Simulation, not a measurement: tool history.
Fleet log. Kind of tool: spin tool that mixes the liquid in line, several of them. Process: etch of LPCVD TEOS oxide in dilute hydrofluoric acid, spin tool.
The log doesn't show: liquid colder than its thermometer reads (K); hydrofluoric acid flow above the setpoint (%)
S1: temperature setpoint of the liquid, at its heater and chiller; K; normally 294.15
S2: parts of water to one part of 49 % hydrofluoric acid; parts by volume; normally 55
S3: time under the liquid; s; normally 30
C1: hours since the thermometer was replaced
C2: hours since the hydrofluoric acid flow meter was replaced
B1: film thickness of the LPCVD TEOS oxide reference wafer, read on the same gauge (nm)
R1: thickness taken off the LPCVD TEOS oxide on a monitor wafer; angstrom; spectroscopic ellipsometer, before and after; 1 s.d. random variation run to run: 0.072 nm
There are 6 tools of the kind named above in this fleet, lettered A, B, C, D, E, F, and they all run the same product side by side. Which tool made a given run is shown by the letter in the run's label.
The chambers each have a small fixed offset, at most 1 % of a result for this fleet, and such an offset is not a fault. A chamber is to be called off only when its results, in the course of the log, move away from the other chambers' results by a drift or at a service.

run	day	S1	S2	S3	C1	C2	B1	R1
1E	0.154	294.15	55	30	1157.9	70.4	30.008	107.770
2A	0.379	294.15	55	30	756.2	566.8	30.000	108.650
3B	0.604	294.15	55	30	951.5	693.9	30.006	107.470
# day 0.612: chamber E: thermometer replaced
4D	0.833	294.15	55	30	194.3	334.1	29.982	109.070
5C	1.008	294.15	55	30	556.9	146.7	30.003	108.400
6F	1.158	294.15	55	30	70.6	421.9	29.994	108.920
# day 1.354: chamber B: hydrofluoric acid flow meter replaced
7D	1.358	294.15	55	30	206.9	346.7	30.006	108.540
8E	1.488	294.15	55	30	21.0	102.4	30.003	108.620
9A	1.679	294.15	55	30	787.4	598.0	30.009	106.930
10F	1.858	294.15	55	30	87.4	438.7	29.985	109.050
11B	1.996	290.15	55	30	984.9	15.5	29.990	89.164
12C	2.208	290.15	55	30	585.7	175.5	29.967	91.773
13C	2.379	290.15	55	30	589.8	179.6	29.981	91.564
14A	2.575	290.15	55	30	808.9	619.5	29.990	90.109
15B	2.688	290.15	55	30	1001.5	32.1	30.020	91.190
# day 2.792: chamber C: thermometer replaced
16E	2.812	290.15	55	30	52.8	134.2	29.995	91.035
17F	2.962	297.65	55	30	113.9	465.2	29.994	123.980
# day 3.088: chamber B: thermometer replaced
18D	3.146	297.65	55	30	249.8	389.6	30.020	124.930
19C	3.329	297.65	55	30	12.9	202.4	30.035	125.970
20E	3.479	297.65	55	30	68.8	150.2	29.976	125.620
21A	3.612	297.65	55	30	833.8	644.4	30.017	122.820
22B	3.779	297.65	55	30	16.6	58.3	30.043	123.800
23F	3.929	294.15	55	30	137.1	488.4	29.969	109.310
24D	4.046	294.15	55	30	271.4	411.2	30.002	107.820
25E	4.271	298.65	55	30	87.8	169.2	30.012	129.710
26D	4.504	298.65	55	30	282.4	422.2	29.991	130.210
27B	4.729	298.65	55	30	39.4	81.1	29.984	128.230
28F	4.883	298.65	55	30	160.0	511.3	29.992	130.650
29C	5.025	298.65	55	30	53.6	243.1	30.016	132.030
30A	5.146	298.65	55	30	870.6	681.2	30.022	129.490
31C	5.262	294.15	65	45	59.3	248.8	29.989	137.390
32A	5.400	294.15	65	45	876.7	687.3	29.981	134.530
33F	5.612	294.15	65	45	177.5	528.8	30.000	136.130
34B	5.746	294.15	65	45	63.8	105.5	29.967	134.140
35E	5.871	294.15	65	45	126.2	207.6	29.983	133.850
36D	6.054	294.15	65	45	319.6	459.4	29.980	136.270
37C	6.212	294.15	55	30	82.1	271.6	30.015	108.850
38E	6.433	294.15	55	30	139.7	221.1	29.995	107.750

Has any chamber moved away from the others, gradually or after a service, or does the common gauge drift, or do the chambers differ only by their own small steady offsets? State the chamber and the most likely cause if one applies.

No chamber stands off beyond its own small offset, and the gauge holds steady.
